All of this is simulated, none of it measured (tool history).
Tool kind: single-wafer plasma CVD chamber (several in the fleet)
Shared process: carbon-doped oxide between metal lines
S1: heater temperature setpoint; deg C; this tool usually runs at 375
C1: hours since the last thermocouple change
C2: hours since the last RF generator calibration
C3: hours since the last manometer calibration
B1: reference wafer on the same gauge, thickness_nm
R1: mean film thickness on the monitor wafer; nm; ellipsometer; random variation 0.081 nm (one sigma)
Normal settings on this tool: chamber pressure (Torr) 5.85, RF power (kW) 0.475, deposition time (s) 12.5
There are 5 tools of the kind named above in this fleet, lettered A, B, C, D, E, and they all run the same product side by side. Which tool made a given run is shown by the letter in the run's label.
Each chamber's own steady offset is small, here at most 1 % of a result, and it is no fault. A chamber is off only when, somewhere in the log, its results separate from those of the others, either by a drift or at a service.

run 1C hour=7 | S1=375 chamber_pressure_(Torr)=5.85 RF_power_(kW)=0.475 deposition_time_(s)=12.5 | C1=2198.8 C2=2346.2 C3=864.2 | B1=55.599 | R1=60.208
run 2E hour=11.9 | S1=375 chamber_pressure_(Torr)=5.85 RF_power_(kW)=0.475 deposition_time_(s)=12.5 | C1=924.1 C2=521.6 C3=844.4 | B1=55.617 | R1=60.083
run 3B hour=16.1 | S1=375 chamber_pressure_(Torr)=5.85 RF_power_(kW)=0.475 deposition_time_(s)=12.5 | C1=40.2 C2=1385.5 C3=1085.6 | B1=55.63 | R1=59.549
-- hour=18.6 chamber E: thermocouple changed; heater temperature recalibrated
run 4A hour=23.7 | S1=375 chamber_pressure_(Torr)=5.85 RF_power_(kW)=0.475 deposition_time_(s)=12.5 | C1=537.5 C2=1455.2 C3=889.9 | B1=55.643 | R1=59.87
run 5D hour=30.3 | S1=375 chamber_pressure_(Torr)=5.85 RF_power_(kW)=0.475 deposition_time_(s)=12.5 | C1=551.6 C2=1674.3 C3=1485.4 | B1=55.633 | R1=59.755
run 6D hour=39.4 | S1=387 chamber_pressure_(Torr)=5.85 RF_power_(kW)=0.475 deposition_time_(s)=10.9 | C1=560.7 C2=1683.4 C3=1494.5 | B1=55.648 | R1=51.019
run 7E hour=45.8 | S1=387 chamber_pressure_(Torr)=5.85 RF_power_(kW)=0.475 deposition_time_(s)=10.9 | C1=27.3 C2=555.5 C3=878.3 | B1=55.659 | R1=51.312
run 8A hour=50.6 | S1=387 chamber_pressure_(Torr)=5.85 RF_power_(kW)=0.475 deposition_time_(s)=10.9 | C1=564.4 C2=1482.1 C3=916.8 | B1=55.662 | R1=50.989
-- hour=56.6 chamber C: RF generator calibrated
run 9B hour=58.3 | S1=387 chamber_pressure_(Torr)=5.85 RF_power_(kW)=0.475 deposition_time_(s)=10.9 | C1=82.4 C2=1427.7 C3=1127.8 | B1=55.66 | R1=50.845
run 10C hour=66.3 | S1=387 chamber_pressure_(Torr)=5.85 RF_power_(kW)=0.475 deposition_time_(s)=10.9 | C1=2258.1 C2=9.8 C3=923.5 | B1=55.673 | R1=51.492
-- hour=72 chamber D: RF generator calibrated
run 11E hour=75 | S1=375 chamber_pressure_(Torr)=5.85 RF_power_(kW)=0.475 deposition_time_(s)=12.5 | C1=56.5 C2=584.7 C3=907.5 | B1=55.675 | R1=60.342
-- hour=78.4 chamber A: capacitance manometer re-zeroed and calibrated
run 12A hour=81.4 | S1=375 chamber_pressure_(Torr)=5.85 RF_power_(kW)=0.475 deposition_time_(s)=12.5 | C1=595.2 C2=1512.9 C3=3.1 | B1=55.682 | R1=59.821
run 13C hour=89.4 | S1=375 chamber_pressure_(Torr)=5.85 RF_power_(kW)=0.475 deposition_time_(s)=12.5 | C1=2281.2 C2=32.9 C3=946.6 | B1=55.712 | R1=60.428
run 14D hour=98.6 | S1=375 chamber_pressure_(Torr)=5.85 RF_power_(kW)=0.475 deposition_time_(s)=12.5 | C1=619.9 C2=26.6 C3=1553.7 | B1=55.71 | R1=59.919
run 15B hour=104.4 | S1=375 chamber_pressure_(Torr)=5.85 RF_power_(kW)=0.475 deposition_time_(s)=12.5 | C1=128.5 C2=1473.8 C3=1173.9 | B1=55.703 | R1=59.639
run 16E hour=112.2 | S1=389 chamber_pressure_(Torr)=5.85 RF_power_(kW)=0.475 deposition_time_(s)=12.5 | C1=93.7 C2=621.9 C3=944.7 | B1=55.718 | R1=58.43
run 17C hour=118.8 | S1=389 chamber_pressure_(Torr)=5.85 RF_power_(kW)=0.475 deposition_time_(s)=12.5 | C1=2310.6 C2=62.3 C3=976 | B1=55.731 | R1=58.65
run 18A hour=126.9 | S1=389 chamber_pressure_(Torr)=5.85 RF_power_(kW)=0.475 deposition_time_(s)=12.5 | C1=640.7 C2=1558.4 C3=48.6 | B1=55.743 | R1=58.081
run 19B hour=131.6 | S1=389 chamber_pressure_(Torr)=5.85 RF_power_(kW)=0.475 deposition_time_(s)=12.5 | C1=155.7 C2=1501 C3=1201.1 | B1=55.746 | R1=58.059
run 20D hour=136.1 | S1=389 chamber_pressure_(Torr)=5.85 RF_power_(kW)=0.475 deposition_time_(s)=12.5 | C1=657.4 C2=64.1 C3=1591.2 | B1=55.723 | R1=58.409
run 21A hour=143.1 | S1=375 chamber_pressure_(Torr)=5.85 RF_power_(kW)=0.475 deposition_time_(s)=12.5 | C1=656.9 C2=1574.6 C3=64.8 | B1=55.743 | R1=60.011
run 22C hour=151.6 | S1=375 chamber_pressure_(Torr)=5.85 RF_power_(kW)=0.475 deposition_time_(s)=12.5 | C1=2343.4 C2=95.1 C3=1008.8 | B1=55.75 | R1=60.41
run 23B hour=156.4 | S1=375 chamber_pressure_(Torr)=5.85 RF_power_(kW)=0.475 deposition_time_(s)=12.5 | C1=180.5 C2=1525.8 C3=1225.9 | B1=55.785 | R1=59.731
run 24E hour=163.2 | S1=375 chamber_pressure_(Torr)=5.85 RF_power_(kW)=0.475 deposition_time_(s)=12.5 | C1=144.7 C2=672.9 C3=995.7 | B1=55.77 | R1=60.142
-- hour=163.6 chamber A: RF generator calibrated
run 25D hour=172.5 | S1=375 chamber_pressure_(Torr)=5.85 RF_power_(kW)=0.475 deposition_time_(s)=12.5 | C1=693.8 C2=100.5 C3=1627.6 | B1=55.763 | R1=59.976
run 26E hour=179.3 | S1=375 chamber_pressure_(Torr)=5.85 RF_power_(kW)=0.475 deposition_time_(s)=12.5 | C1=160.8 C2=689 C3=1011.8 | B1=55.796 | R1=60.377
run 27D hour=187.7 | S1=375 chamber_pressure_(Torr)=5.85 RF_power_(kW)=0.475 deposition_time_(s)=12.5 | C1=709 C2=115.7 C3=1642.8 | B1=55.778 | R1=60.045
-- hour=188.3 chamber C: thermocouple changed; heater temperature recalibrated
run 28B hour=192.7 | S1=375 chamber_pressure_(Torr)=5.85 RF_power_(kW)=0.405 deposition_time_(s)=11.5 | C1=216.8 C2=1562.1 C3=1262.2 | B1=55.786 | R1=49.198
run 29A hour=202.1 | S1=375 chamber_pressure_(Torr)=5.85 RF_power_(kW)=0.405 deposition_time_(s)=11.5 | C1=715.9 C2=38.6 C3=123.8 | B1=55.807 | R1=49.284
run 30C hour=211.4 | S1=375 chamber_pressure_(Torr)=5.85 RF_power_(kW)=0.405 deposition_time_(s)=11.5 | C1=23.1 C2=154.9 C3=1068.6 | B1=55.805 | R1=49.772
run 31A hour=217.6 | S1=375 chamber_pressure_(Torr)=5.85 RF_power_(kW)=0.405 deposition_time_(s)=11.5 | C1=731.4 C2=54.1 C3=139.3 | B1=55.825 | R1=49.341
run 32D hour=224.3 | S1=375 chamber_pressure_(Torr)=5.85 RF_power_(kW)=0.405 deposition_time_(s)=11.5 | C1=745.6 C2=152.3 C3=1679.4 | B1=55.821 | R1=49.296
run 33B hour=231.4 | S1=375 chamber_pressure_(Torr)=5.85 RF_power_(kW)=0.475 deposition_time_(s)=12.5 | C1=255.5 C2=1600.8 C3=1300.9 | B1=55.841 | R1=59.814
run 34C hour=235.7 | S1=375 chamber_pressure_(Torr)=5.85 RF_power_(kW)=0.475 deposition_time_(s)=12.5 | C1=47.4 C2=179.2 C3=1092.9 | B1=55.842 | R1=60.482
run 35E hour=244.3 | S1=375 chamber_pressure_(Torr)=6.65 RF_power_(kW)=0.475 deposition_time_(s)=12.5 | C1=225.8 C2=754 C3=1076.8 | B1=55.855 | R1=61.034
run 36E hour=254 | S1=375 chamber_pressure_(Torr)=6.65 RF_power_(kW)=0.475 deposition_time_(s)=12.5 | C1=235.5 C2=763.7 C3=1086.5 | B1=55.854 | R1=61.061
run 37B hour=260.3 | S1=375 chamber_pressure_(Torr)=6.65 RF_power_(kW)=0.475 deposition_time_(s)=12.5 | C1=284.4 C2=1629.7 C3=1329.8 | B1=55.892 | R1=60.638
run 38C hour=264.8 | S1=375 chamber_pressure_(Torr)=6.65 RF_power_(kW)=0.475 deposition_time_(s)=12.5 | C1=76.5 C2=208.3 C3=1122 | B1=55.873 | R1=61.326
run 39D hour=274.5 | S1=375 chamber_pressure_(Torr)=6.65 RF_power_(kW)=0.475 deposition_time_(s)=12.5 | C1=795.8 C2=202.5 C3=1729.6 | B1=55.893 | R1=60.828
run 40A hour=281.9 | S1=375 chamber_pressure_(Torr)=5.85 RF_power_(kW)=0.475 deposition_time_(s)=12.5 | C1=795.7 C2=118.4 C3=203.6 | B1=55.873 | R1=60.121
run 41E hour=286.9 | S1=375 chamber_pressure_(Torr)=5.85 RF_power_(kW)=0.475 deposition_time_(s)=12.5 | C1=268.4 C2=796.6 C3=1119.4 | B1=55.888 | R1=60.347
run 42A hour=291.8 | S1=375 chamber_pressure_(Torr)=5.85 RF_power_(kW)=0.475 deposition_time_(s)=12.5 | C1=805.6 C2=128.3 C3=213.5 | B1=55.911 | R1=60.236

One chamber off, gauge drift, or nothing amiss beyond the chambers' own small offsets? If it is a chamber, which one, and what is the likeliest cause?

Gauge drift. The chambers move together only on paper, and none stands off.
Likeliest cause: gauge reads high (%) = 0.549.
